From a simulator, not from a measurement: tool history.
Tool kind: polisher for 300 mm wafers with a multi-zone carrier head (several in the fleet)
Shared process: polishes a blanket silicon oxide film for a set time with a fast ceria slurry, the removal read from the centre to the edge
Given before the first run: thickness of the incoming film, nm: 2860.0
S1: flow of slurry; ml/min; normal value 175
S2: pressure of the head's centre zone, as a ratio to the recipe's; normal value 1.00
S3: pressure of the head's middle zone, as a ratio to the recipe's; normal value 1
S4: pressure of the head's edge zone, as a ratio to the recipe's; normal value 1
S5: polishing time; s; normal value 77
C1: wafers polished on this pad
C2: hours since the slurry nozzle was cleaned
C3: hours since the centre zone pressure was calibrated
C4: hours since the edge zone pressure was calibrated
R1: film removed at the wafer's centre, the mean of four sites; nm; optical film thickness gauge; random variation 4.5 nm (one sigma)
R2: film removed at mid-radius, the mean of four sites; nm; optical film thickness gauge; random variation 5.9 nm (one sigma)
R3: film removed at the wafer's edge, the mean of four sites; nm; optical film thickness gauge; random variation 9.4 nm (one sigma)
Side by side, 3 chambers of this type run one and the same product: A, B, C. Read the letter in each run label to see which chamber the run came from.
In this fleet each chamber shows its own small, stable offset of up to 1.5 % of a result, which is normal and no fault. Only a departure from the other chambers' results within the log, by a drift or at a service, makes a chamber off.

run    day   S1    S2  S3  S4  S5    C1     C2     C3      C4      R1      R2      R3
 1C  0.129  175  1.00   1   1  77    49  483.1  291.5  1149.8  641.85  637.46  650.95
 2A  0.250  175  1.00   1   1  77   660   28.6  105.0   870.9  638.47  651.21  632.29
 3B  0.329  175  1.00   1   1  77   580   53.9  437.8   392.4  646.85  639.48  653.32
 4A  0.500  175  1.00   1   1  77   735   34.6  111.0   876.9  638.77  645.16  640.77
 5C  0.675  175  1.00   1   1  77   214  496.2  304.6  1162.9  646.35  634.09  640.04
 6B  0.817  175  1.00   1   1  77   727   65.6  449.5   404.1  652.67  644.00  651.89
 7B  0.929  175  0.93   1   1  90   761   68.3  452.2   406.8  699.31  752.16  740.74
 8C  1.071  175  0.93   1   1  90   334  505.7  314.1  1172.4  693.47  756.02  778.30
 9A  1.179  175  0.93   1   1  90   941   50.9  127.3   893.2  688.40  752.80  735.71
10C  1.271  175  1.00   1   1  77   394  510.5  318.9  1177.2  642.61  650.84  636.12
11A  1.350  175  1.00   1   1  77   992   55.0  131.4   897.3  639.60  648.40  646.69
12B  1.458  175  1.00   1   1  77   921   81.0  464.9   419.5  648.51  639.69  633.57
13B  1.538  175  1.00   1   1  68   945   82.9  466.8   421.4  572.20  572.78  579.74
14C  1.617  175  1.00   1   1  68   499  518.8  327.2  1185.5  565.36  566.43  565.45
15A  1.779  175  1.00   1   1  68  1122   65.3  141.7   907.6  557.67  564.30  577.83
16A  1.942  175  1.00   1   1  77  1171   69.2  145.6   911.5  630.48  638.89  650.45
     2.004  -- chamber B: worn pad replaced by a new one
17C  2.067  175  1.00   1   1  77   634  529.6  338.0  1196.3  641.41  635.09  629.77
18B  2.208  175  1.00   1   1  91    62   99.0  482.9   437.5  768.04  750.16  773.32
19A  2.308  175  1.00   1   1  91  1282   78.0  154.4   920.3  754.03  753.02  749.33
20B  2.408  175  1.00   1   1  91   123  103.8  487.7   442.3  765.33  752.82  769.97
21C  2.575  175  1.00   1   1  77   788  541.8  350.2  1208.5  649.95  646.63  637.11
22B  2.746  175  1.00   1   1  77   224  111.9  495.8   450.4  642.68  649.17  649.80
23A  2.871  175  1.00   1   1  77  1451   91.5  167.9   933.8  625.35  638.52  638.69
24C  2.996  140  0.96   1   1  77   915  551.9  360.3  1218.6  589.97  613.40  623.87
     3.017  -- chamber B: centre zone pressure recalibrated
25A  3.171  140  0.96   1   1  77  1542   98.7  175.1   941.0  567.55  606.61  609.17
26B  3.312  140  0.96   1   1  77   396  125.5    7.1   464.0  597.93  616.98  641.42
27C  3.471  175  1.00   1   1  77  1059  563.3  371.7  1230.0  641.01  635.44  655.99
     3.500  -- chamber C: edge zone pressure recalibrated
28A  3.600  175  1.00   1   1  77  1672  109.0  185.4   951.3  616.86  642.07  628.59
29C  3.696  175  1.00   1   1  77  1126  568.7  377.1     4.8  639.97  634.44  647.63
30B  3.796  175  1.00   1   1  77   542  137.1   18.7   475.6  645.83  648.06  641.45
     3.888  -- chamber C: worn pad replaced by a new one
31B  3.888  175  1.00   1   1  77   569  139.3   20.9   477.8  651.60  645.88  645.50
32A  4.012  175  1.00   1   1  61  1796  118.9  195.3   961.2  486.50  489.06  495.96
33C  4.188  175  1.00   1   1  61    91  580.5  388.9    16.6  512.26  504.35  507.28
34C  4.358  175  1.00   1   1  61   143  584.6  393.0    20.7  505.13  512.43  498.87
35A  4.521  175  1.00   1   1  77  1950  131.1  207.5   973.4  613.53  623.54  619.21
     4.612  -- chamber C: centre zone pressure recalibrated
36B  4.675  175  0.95   1   1  77   807  158.2   39.8   496.7  610.13  641.93  653.19
37A  4.804  175  0.95   1   1  77  2035  137.9  214.3   980.2  564.90  616.32  609.50
38C  4.888  175  0.95   1   1  77   302  597.3    6.7    33.4  613.02  640.44  634.30
39B  4.979  175  1.00   1   1  77   899  165.5   47.1   504.0  645.47  642.07  651.51
40B  5.083  175  1.00   1   1  77   930  168.0   49.6   506.5  644.85  640.55  637.26
41C  5.183  175  1.00   1   1  77   392  604.4   13.8    40.5  633.73  645.10  642.29
42A  5.296  175  1.00   1   1  77  2184  149.7  226.1   992.0  609.50  608.07  615.19

Each of the 3 chambers runs these same settings next. Fill in every chamber's results:
43A  5.425  175  1.00   1   1  77                   ?   ?   ?
43B  5.425  175  1.00   1   1  77                   ?   ?   ?
43C  5.425  175  1.00   1   1  77                   ?   ?   ?

run      R1      R2      R3
43A  611.25  595.96  632.62
43B  646.94  632.67  643.70
43C  642.39  632.44  654.53
